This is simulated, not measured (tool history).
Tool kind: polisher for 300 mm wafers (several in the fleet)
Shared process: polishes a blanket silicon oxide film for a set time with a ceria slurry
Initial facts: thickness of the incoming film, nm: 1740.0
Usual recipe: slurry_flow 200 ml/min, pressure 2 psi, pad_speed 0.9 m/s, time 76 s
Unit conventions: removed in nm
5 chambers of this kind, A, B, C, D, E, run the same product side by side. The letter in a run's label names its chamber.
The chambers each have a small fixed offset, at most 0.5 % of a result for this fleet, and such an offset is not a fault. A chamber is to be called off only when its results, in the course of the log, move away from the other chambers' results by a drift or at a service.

Run 1D, day 0.4: usual settings. Result: removed 179.76 nm.
At day 0.462: chamber E: worn pad replaced by a new one.
Run 2B, day 0.746: usual settings. Result: removed 180 nm.
At day 1.096: chamber C: head pressure recalibrated.
Run 3A, day 1.196: usual settings. Result: removed 181.32 nm.
Run 4C, day 1.642: usual settings. Result: removed 181.68 nm.
Run 5E, day 1.962: usual settings. Result: removed 177.68 nm.
At day 2.038: chamber C: worn pad replaced by a new one.
Run 6A, day 2.308: usual settings. Result: removed 179.1 nm.
At day 2.896: chamber E: head pressure recalibrated.
Run 7C, day 2.992: usual settings. Result: removed 182.86 nm.
At day 3.108: chamber B: slurry nozzle cleaned.
At day 3.179: chamber D: worn pad replaced by a new one.
Run 8B, day 3.396: usual settings. Result: removed 179.36 nm.
At day 3.512: chamber B: worn pad replaced by a new one.
At day 3.633: chamber A: slurry nozzle cleaned.
Run 9E, day 3.762: usual settings but slurry_flow 235 ml/min. Result: removed 181.99 nm.
At day 3.892: chamber A: worn pad replaced by a new one.
At day 4.121: chamber E: worn pad replaced by a new one.
Run 10D, day 4.354: usual settings but slurry_flow 235 ml/min. Result: removed 184.91 nm.
Run 11C, day 4.888: usual settings but slurry_flow 235 ml/min. Result: removed 181.53 nm.
Run 12E, day 5.338: usual settings but slurry_flow 235 ml/min. Result: removed 178.89 nm.
Run 13B, day 5.688: usual settings but slurry_flow 235 ml/min. Result: removed 183.18 nm.
At day 5.717: chamber C: worn pad replaced by a new one.
At day 5.738: chamber E: slurry nozzle cleaned.
Run 14D, day 6.05: usual settings. Result: removed 181.95 nm.
At day 6.596: chamber B: worn pad replaced by a new one.
Run 15A, day 6.638: usual settings. Result: removed 178.95 nm.
At day 6.675: chamber D: head pressure recalibrated.
Run 16D, day 7.233: usual settings. Result: removed 181.19 nm.
At day 7.483: chamber E: worn pad replaced by a new one.
At day 7.746: chamber A: worn pad replaced by a new one.
Run 17C, day 7.883: usual settings. Result: removed 178.25 nm.
Run 18E, day 8.567: usual settings. Result: removed 177.32 nm.
At day 8.929: chamber D: worn pad replaced by a new one.
At day 8.933: chamber C: worn pad replaced by a new one.
At day 9.067: chamber D: slurry nozzle cleaned.
Run 19B, day 9.221: usual settings but pad_speed 1.04 m/s. Result: removed 212.71 nm.
Run 20A, day 9.788: usual settings but pad_speed 1.04 m/s. Result: removed 206.14 nm.
At day 9.858: chamber B: worn pad replaced by a new one.
Run 21B, day 10.379: usual settings but pad_speed 1.04 m/s. Result: removed 212.41 nm.
Run 22E, day 10.958: usual settings but pad_speed 1.04 m/s. Result: removed 206.69 nm.
At day 11.167: chamber E: worn pad replaced by a new one.
At day 11.258: chamber A: worn pad replaced by a new one.
Run 23D, day 11.329: usual settings but pad_speed 1.04 m/s. Result: removed 207.92 nm.
Run 24C, day 11.658: usual settings. Result: removed 178.74 nm.
At day 12.042: chamber C: worn pad replaced by a new one.
Run 25A, day 12.075: usual settings. Result: removed 177.49 nm.
Run 26A, day 12.642: usual settings. Result: removed 179.5 nm.
At day 13.088: chamber B: worn pad replaced by a new one.
Run 27C, day 13.175: usual settings. Result: removed 180.9 nm.
Run 28B, day 13.508: usual settings. Result: removed 187.49 nm.
Run 29E, day 14.162: usual settings. Result: removed 177.66 nm.
At day 14.225: chamber E: slurry nozzle cleaned.
At day 14.508: chamber E: worn pad replaced by a new one.
Run 30D, day 14.7: usual settings. Result: removed 178.05 nm.
Run 31C, day 15.271: usual settings. Result: removed 179.8 nm.
At day 15.412: chamber A: slurry nozzle cleaned.
At day 15.704: chamber A: worn pad replaced by a new one.
Run 32E, day 15.904: usual settings. Result: removed 176.92 nm.
Run 33B, day 16.529: usual settings. Result: removed 189.02 nm.
Run 34A, day 16.896: usual settings but time 95 s. Result: removed 223.57 nm.

All chambers now run identical settings, listed one chamber a line with results as question marks. What results will each chamber show?
Run 35A, day 17.392: usual settings but pad_speed 1.04 m/s. Result: removed ?.
Run 35B, day 17.392: usual settings but pad_speed 1.04 m/s. Result: removed ?.
Run 35C, day 17.392: usual settings but pad_speed 1.04 m/s. Result: removed ?.
Run 35D, day 17.392: usual settings but pad_speed 1.04 m/s. Result: removed ?.
Run 35E, day 17.392: usual settings but pad_speed 1.04 m/s. Result: removed ?.

run  removed
35A   208.15
35B   217.02
35C   206.07
35D   206.12
35E   207.62
